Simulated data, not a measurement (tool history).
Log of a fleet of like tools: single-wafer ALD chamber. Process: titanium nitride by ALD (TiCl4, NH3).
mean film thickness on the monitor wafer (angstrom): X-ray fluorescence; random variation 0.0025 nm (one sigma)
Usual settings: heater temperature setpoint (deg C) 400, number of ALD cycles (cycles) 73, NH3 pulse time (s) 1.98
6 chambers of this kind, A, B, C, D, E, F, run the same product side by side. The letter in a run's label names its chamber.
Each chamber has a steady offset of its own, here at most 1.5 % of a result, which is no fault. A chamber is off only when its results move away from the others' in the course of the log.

| run | hour | heater temperature setpoint (deg C) | number of ALD cycles (cycles) | NH3 pulse time (s) | read-back reference wafer on the same gauge, thickness_nm | mean film thickness on the monitor wafer (angstrom) |
|---|---|---|---|---|---|---|
| 1A | 6.5 | 400 | 73 | 1.98 | 1.8905 | 15.865 |
| 2E | 12.8 | 400 | 73 | 1.98 | 1.8889 | 16.037 |
| 3B | 23.4 | 400 | 73 | 1.98 | 1.8895 | 16.011 |
| 4F | 30.9 | 400 | 73 | 1.98 | 1.8893 | 16.231 |
| 5D | 40.4 | 400 | 73 | 1.98 | 1.8891 | 16.097 |
| 6C | 49.2 | 400 | 73 | 1.98 | 1.8886 | 16.077 |
| 7E | 58.8 | 400 | 59 | 1.98 | 1.8886 | 12.96 |
| 8C | 70.8 | 400 | 59 | 1.98 | 1.8876 | 13.036 |
| 9D | 82.3 | 400 | 59 | 1.98 | 1.8878 | 13 |
| 10A | 93.6 | 400 | 59 | 1.98 | 1.888 | 12.787 |
| 11B | 105.5 | 400 | 59 | 1.98 | 1.887 | 12.902 |
| 12F | 113.2 | 400 | 59 | 1.98 | 1.8865 | 13.087 |
| 13B | 120.1 | 400 | 73 | 1.98 | 1.8865 | 15.922 |
| 14E | 126.7 | 400 | 73 | 1.98 | 1.8866 | 15.976 |
| 15F | 138.1 | 400 | 73 | 1.98 | 1.8861 | 16.165 |
| 16D | 145.9 | 400 | 64 | 1.98 | 1.8867 | 14.071 |
| 17C | 157.3 | 400 | 64 | 1.98 | 1.8854 | 14.064 |
| 18A | 165.3 | 400 | 64 | 1.98 | 1.8851 | 13.847 |
| 19F | 171.4 | 400 | 64 | 1.98 | 1.8851 | 14.18 |
| 20C | 182.7 | 400 | 64 | 1.98 | 1.8841 | 14.135 |
| 21B | 189.7 | 400 | 64 | 1.98 | 1.8845 | 13.95 |
| 22E | 201 | 400 | 73 | 1.98 | 1.8846 | 15.904 |
| 23A | 208.3 | 400 | 73 | 1.98 | 1.8843 | 15.821 |
|  | 213.3 | chamber D: thermocouple changed; heater temperature recalibrated |
| 24D | 220.3 | 400 | 73 | 1.98 | 1.8834 | 16.046 |
| 25D | 229.1 | 400 | 73 | 1.98 | 1.8826 | 16.057 |
| 26C | 237.7 | 400 | 73 | 1.98 | 1.8828 | 16.035 |
| 27E | 244 | 400 | 73 | 1.98 | 1.8832 | 15.925 |
| 28A | 255.8 | 400 | 73 | 1.98 | 1.8825 | 15.786 |
| 29F | 262.9 | 400 | 73 | 1.98 | 1.8831 | 16.165 |
| 30B | 271.2 | 400 | 65 | 2.49 | 1.882 | 14.311 |
| 31C | 280.2 | 400 | 65 | 2.49 | 1.8819 | 14.438 |
| 32A | 289.8 | 400 | 65 | 2.49 | 1.881 | 14.154 |
| 33E | 301.9 | 400 | 65 | 2.49 | 1.8813 | 14.348 |
| 34B | 308.1 | 400 | 65 | 2.49 | 1.8813 | 14.261 |
| 35F | 319.2 | 400 | 65 | 2.49 | 1.8804 | 14.475 |
| 36D | 329.1 | 400 | 73 | 1.98 | 1.8811 | 16.039 |
| 37F | 336.6 | 400 | 73 | 1.98 | 1.8805 | 16.166 |
| 38B | 344.6 | 400 | 73 | 1.98 | 1.88 | 15.914 |
| 39D | 353.9 | 400 | 73 | 1.98 | 1.8794 | 16.028 |
| 40A | 360.3 | 400 | 73 | 1.98 | 1.8791 | 15.755 |
| 41C | 368.6 | 400 | 73 | 1.98 | 1.8794 | 16.048 |
| 42E | 376.9 | 400 | 73 | 2.29 | 1.8791 | 16.011 |
| 43B | 387.5 | 400 | 73 | 2.29 | 1.8778 | 15.956 |
| 44D | 398.9 | 400 | 73 | 2.29 | 1.8782 | 16.094 |

All 6 chambers run these settings next. Forecast each chamber's results:
| 45A | 407.9 | 400 | 73 | 1.98 |  | ? |
| 45B | 407.9 | 400 | 73 | 1.98 |  | ? |
| 45C | 407.9 | 400 | 73 | 1.98 |  | ? |
| 45D | 407.9 | 400 | 73 | 1.98 |  | ? |
| 45E | 407.9 | 400 | 73 | 1.98 |  | ? |
| 45F | 407.9 | 400 | 73 | 1.98 |  | ? |

| run | mean film thickness on the monitor wafer (angstrom) |
|---|---|
| 45A | 15.768 |
| 45B | 15.862 |
| 45C | 16.017 |
| 45D | 15.97 |
| 45E | 15.848 |
| 45F | 16.094 |
